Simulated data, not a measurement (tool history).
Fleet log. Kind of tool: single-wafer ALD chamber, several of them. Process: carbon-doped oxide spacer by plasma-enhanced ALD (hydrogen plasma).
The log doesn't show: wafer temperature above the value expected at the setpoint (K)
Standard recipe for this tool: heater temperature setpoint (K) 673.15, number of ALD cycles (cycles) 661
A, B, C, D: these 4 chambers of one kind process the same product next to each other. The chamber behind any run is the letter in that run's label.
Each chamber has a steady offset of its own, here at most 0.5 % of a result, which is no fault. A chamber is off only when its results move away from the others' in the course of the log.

run	hour	heater temperature setpoint (K)	number of ALD cycles (cycles)	hours since the last thermocouple change	read-back reference wafer on the same gauge, thickness_nm	mean film thickness on the monitor wafer (Å)
1D	4.9	673.15	661	392.2	34.721	329.73
2A	7.4	673.15	661	987.7	34.699	329.21
3C	10.5	673.15	661	76.5	34.718	330.02
4B	14.4	673.15	661	538.6	34.731	330.19
5C	18.4	673.15	661	84.4	34.733	330.22
6B	20.9	673.15	661	545.1	34.747	329.35
7D	24.3	673.15	661	411.6	34.745	329.62
8A	28.2	673.15	661	1008.5	34.751	330.36
9B	33.7	673.15	661	557.9	34.773	328.63
10A	38.9	673.15	547	1019.2	34.765	273.76
11C	42.5	673.15	547	108.5	34.785	273.74
12D	45	673.15	547	432.3	34.774	273.45
13C	49.9	673.15	547	115.9	34.792	273.84
14A	54.2	673.15	661	1034.5	34.79	330.53
15B	58	673.15	661	582.2	34.815	330.26
16D	60.7	673.15	661	448	34.804	330.14
17B	65	673.15	661	589.2	34.811	330
18D	67.8	673.15	661	455.1	34.823	330.19
19C	72.5	673.15	661	138.5	34.84	331.31
20A	76.7	673.15	661	1057	34.843	331.37
21A	79.5	673.15	661	1059.8	34.848	331.38
22C	82.1	673.15	661	148.1	34.851	331.23
23B	86.6	673.15	661	610.8	34.858	331.17
24D	90.7	663.15	586	478	34.861	293.52
25C	93.2	663.15	586	159.2	34.868	293.19
26A	98.5	663.15	586	1078.8	34.883	294.95
27B	102.3	663.15	586	626.5	34.894	293.93
28D	106.6	673.15	661	493.9	34.911	331.57
29D	112.1	673.15	777	499.4	34.905	389.29
30C	116.9	673.15	777	182.9	34.918	388.67

All chambers now run identical settings, listed one chamber a line with results as question marks. What results will each chamber show?
31A	120.8	673.15	723			?
31B	120.8	673.15	723			?
31C	120.8	673.15	723			?
31D	120.8	673.15	723			?

run	mean film thickness on the monitor wafer (Å)
31A	362.97
31B	362.11
31C	363.03
31D	362.6
